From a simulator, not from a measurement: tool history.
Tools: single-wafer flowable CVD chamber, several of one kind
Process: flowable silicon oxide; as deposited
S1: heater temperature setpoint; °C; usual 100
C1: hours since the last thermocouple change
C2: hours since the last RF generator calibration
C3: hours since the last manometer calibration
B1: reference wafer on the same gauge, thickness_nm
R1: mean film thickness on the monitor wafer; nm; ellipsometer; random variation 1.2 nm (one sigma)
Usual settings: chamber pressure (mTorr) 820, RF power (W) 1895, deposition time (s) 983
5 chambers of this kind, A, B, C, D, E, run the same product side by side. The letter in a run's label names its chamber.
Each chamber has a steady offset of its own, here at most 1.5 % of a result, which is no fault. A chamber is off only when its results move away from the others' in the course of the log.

{"run": "1B", "day": 0.592, "S1": 100, "chamber pressure (mTorr)": 820, "RF power (W)": 1895, "deposition time (s)": 983, "C1": 484.5, "C2": 1113.5, "C3": 1231.6, "B1": 705.08, "R1": 600.42}
{"run": "2C", "day": 1.004, "S1": 100, "chamber pressure (mTorr)": 820, "RF power (W)": 1895, "deposition time (s)": 983, "C1": 2050.3, "C2": 139.0, "C3": 1992.6, "B1": 704.68, "R1": 607.42}
{"run": "3A", "day": 1.55, "S1": 100, "chamber pressure (mTorr)": 820, "RF power (W)": 1895, "deposition time (s)": 983, "C1": 1837.7, "C2": 753.9, "C3": 967.3, "B1": 704.73, "R1": 608.15}
{"run": "4E", "day": 1.917, "S1": 100, "chamber pressure (mTorr)": 820, "RF power (W)": 1895, "deposition time (s)": 983, "C1": 393.3, "C2": 1057.0, "C3": 2253.3, "B1": 705.05, "R1": 602.45}
{"run": "5D", "day": 2.362, "S1": 100, "chamber pressure (mTorr)": 820, "RF power (W)": 1895, "deposition time (s)": 983, "C1": 1237.5, "C2": 1113.5, "C3": 585.2, "B1": 705.04, "R1": 616.79}
{"run": "6C", "day": 2.817, "S1": 100, "chamber pressure (mTorr)": 820, "RF power (W)": 1895, "deposition time (s)": 983, "C1": 2093.8, "C2": 182.5, "C3": 2036.1, "B1": 705.17, "R1": 605.4}
{"run": "7B", "day": 3.142, "S1": 100, "chamber pressure (mTorr)": 820, "RF power (W)": 1895, "deposition time (s)": 983, "C1": 545.7, "C2": 1174.7, "C3": 1292.8, "B1": 704.91, "R1": 604.86}
{"run": "8E", "day": 3.546, "S1": 100, "chamber pressure (mTorr)": 820, "RF power (W)": 1895, "deposition time (s)": 983, "C1": 432.4, "C2": 1096.1, "C3": 2292.4, "B1": 704.97, "R1": 605.19}
{"run": "9A", "day": 3.996, "S1": 100, "chamber pressure (mTorr)": 820, "RF power (W)": 1895, "deposition time (s)": 983, "C1": 1896.4, "C2": 812.6, "C3": 1026.0, "B1": 705.21, "R1": 604.29}
{"day": 4.0, "done": "chamber D: thermocouple changed; heater temperature recalibrated"}
{"run": "10D", "day": 4.271, "S1": 100, "chamber pressure (mTorr)": 820, "RF power (W)": 1895, "deposition time (s)": 983, "C1": 6.5, "C2": 1159.3, "C3": 631.0, "B1": 705.23, "R1": 616.45}
{"run": "11C", "day": 4.758, "S1": 100, "chamber pressure (mTorr)": 820, "RF power (W)": 1895, "deposition time (s)": 983, "C1": 2140.4, "C2": 229.1, "C3": 2082.7, "B1": 704.98, "R1": 604.94}
{"run": "12B", "day": 5.371, "S1": 100, "chamber pressure (mTorr)": 820, "RF power (W)": 1895, "deposition time (s)": 983, "C1": 599.2, "C2": 1228.2, "C3": 1346.3, "B1": 704.95, "R1": 603.23}
{"run": "13A", "day": 5.971, "S1": 100, "chamber pressure (mTorr)": 820, "RF power (W)": 1895, "deposition time (s)": 983, "C1": 1943.8, "C2": 860.0, "C3": 1073.4, "B1": 705.2, "R1": 607.41}
{"day": 6.604, "done": "chamber A: thermocouple changed; heater temperature recalibrated"}
{"run": "14E", "day": 6.608, "S1": 100, "chamber pressure (mTorr)": 820, "RF power (W)": 1895, "deposition time (s)": 983, "C1": 505.9, "C2": 1169.6, "C3": 2365.9, "B1": 704.84, "R1": 604.65}
{"run": "15D", "day": 7.183, "S1": 100, "chamber pressure (mTorr)": 820, "RF power (W)": 1895, "deposition time (s)": 983, "C1": 76.4, "C2": 1229.2, "C3": 700.9, "B1": 705.26, "R1": 617.0}
{"day": 7.688, "done": "chamber A: RF generator calibrated"}
{"run": "16B", "day": 7.775, "S1": 100, "chamber pressure (mTorr)": 820, "RF power (W)": 1895, "deposition time (s)": 983, "C1": 656.9, "C2": 1285.9, "C3": 1404.0, "B1": 704.43, "R1": 603.23}
{"run": "17C", "day": 8.192, "S1": 100, "chamber pressure (mTorr)": 820, "RF power (W)": 1895, "deposition time (s)": 983, "C1": 2222.8, "C2": 311.5, "C3": 2165.1, "B1": 704.97, "R1": 606.04}
{"day": 8.417, "done": "chamber E: capacitance manometer re-zeroed and calibrated"}
{"run": "18E", "day": 8.625, "S1": 100, "chamber pressure (mTorr)": 820, "RF power (W)": 1895, "deposition time (s)": 983, "C1": 554.3, "C2": 1218.0, "C3": 5.0, "B1": 705.28, "R1": 603.61}
{"run": "19A", "day": 9.133, "S1": 100, "chamber pressure (mTorr)": 820, "RF power (W)": 1895, "deposition time (s)": 983, "C1": 60.7, "C2": 34.8, "C3": 1149.3, "B1": 704.99, "R1": 606.27}
{"run": "20D", "day": 9.746, "S1": 100, "chamber pressure (mTorr)": 820, "RF power (W)": 1895, "deposition time (s)": 983, "C1": 137.9, "C2": 1290.7, "C3": 762.4, "B1": 704.69, "R1": 616.05}
{"run": "21B", "day": 10.175, "S1": 100, "chamber pressure (mTorr)": 820, "RF power (W)": 1895, "deposition time (s)": 983, "C1": 714.5, "C2": 1343.5, "C3": 1461.6, "B1": 704.81, "R1": 601.97}
{"run": "22C", "day": 10.658, "S1": 113, "chamber pressure (mTorr)": 820, "RF power (W)": 1895, "deposition time (s)": 1158, "C1": 2282.0, "C2": 370.7, "C3": 2224.3, "B1": 704.86, "R1": 462.32}
{"run": "23E", "day": 11.054, "S1": 113, "chamber pressure (mTorr)": 820, "RF power (W)": 1895, "deposition time (s)": 1158, "C1": 612.6, "C2": 1276.3, "C3": 63.3, "B1": 705.08, "R1": 465.1}
{"run": "24D", "day": 11.396, "S1": 113, "chamber pressure (mTorr)": 820, "RF power (W)": 1895, "deposition time (s)": 1158, "C1": 177.5, "C2": 1330.3, "C3": 802.0, "B1": 704.63, "R1": 474.93}
{"run": "25A", "day": 11.892, "S1": 113, "chamber pressure (mTorr)": 820, "RF power (W)": 1895, "deposition time (s)": 1158, "C1": 126.9, "C2": 101.0, "C3": 1215.5, "B1": 705.03, "R1": 465.56}
{"run": "26A", "day": 12.275, "S1": 113, "chamber pressure (mTorr)": 820, "RF power (W)": 1895, "deposition time (s)": 1158, "C1": 136.1, "C2": 110.2, "C3": 1224.7, "B1": 704.72, "R1": 466.37}
{"run": "27E", "day": 12.725, "S1": 100, "chamber pressure (mTorr)": 820, "RF power (W)": 1895, "deposition time (s)": 983, "C1": 652.7, "C2": 1316.4, "C3": 103.4, "B1": 705.33, "R1": 603.54}
{"run": "28B", "day": 13.296, "S1": 100, "chamber pressure (mTorr)": 820, "RF power (W)": 1895, "deposition time (s)": 983, "C1": 789.4, "C2": 1418.4, "C3": 1536.5, "B1": 705.01, "R1": 601.79}
{"run": "29C", "day": 13.762, "S1": 100, "chamber pressure (mTorr)": 820, "RF power (W)": 1895, "deposition time (s)": 983, "C1": 2356.5, "C2": 445.2, "C3": 2298.8, "B1": 704.68, "R1": 607.69}
{"run": "30D", "day": 14.4, "S1": 92, "chamber pressure (mTorr)": 820, "RF power (W)": 1895, "deposition time (s)": 983, "C1": 249.6, "C2": 1402.4, "C3": 874.1, "B1": 704.85, "R1": 800.96}
{"run": "31B", "day": 14.971, "S1": 92, "chamber pressure (mTorr)": 820, "RF power (W)": 1895, "deposition time (s)": 983, "C1": 829.6, "C2": 1458.6, "C3": 1576.7, "B1": 705.03, "R1": 785.03}
{"run": "32D", "day": 15.512, "S1": 92, "chamber pressure (mTorr)": 820, "RF power (W)": 1895, "deposition time (s)": 983, "C1": 276.3, "C2": 1429.1, "C3": 900.8, "B1": 705.11, "R1": 803.83}
{"run": "33E", "day": 16.0, "S1": 92, "chamber pressure (mTorr)": 820, "RF power (W)": 1895, "deposition time (s)": 983, "C1": 731.3, "C2": 1395.0, "C3": 182.0, "B1": 705.22, "R1": 784.01}
{"run": "34A", "day": 16.596, "S1": 92, "chamber pressure (mTorr)": 820, "RF power (W)": 1895, "deposition time (s)": 983, "C1": 239.8, "C2": 213.9, "C3": 1328.4, "B1": 705.05, "R1": 793.37}
{"run": "35C", "day": 17.1, "S1": 100, "chamber pressure (mTorr)": 820, "RF power (W)": 1895, "deposition time (s)": 983, "C1": 2436.6, "C2": 525.3, "C3": 2378.9, "B1": 704.88, "R1": 607.13}

What goes on in this fleet: one chamber off, a drifting gauge, or nothing beyond the chambers' own small offsets? Name the chamber and the cause, if any.

No chamber stands off beyond its own small offset, and the gauge holds steady.

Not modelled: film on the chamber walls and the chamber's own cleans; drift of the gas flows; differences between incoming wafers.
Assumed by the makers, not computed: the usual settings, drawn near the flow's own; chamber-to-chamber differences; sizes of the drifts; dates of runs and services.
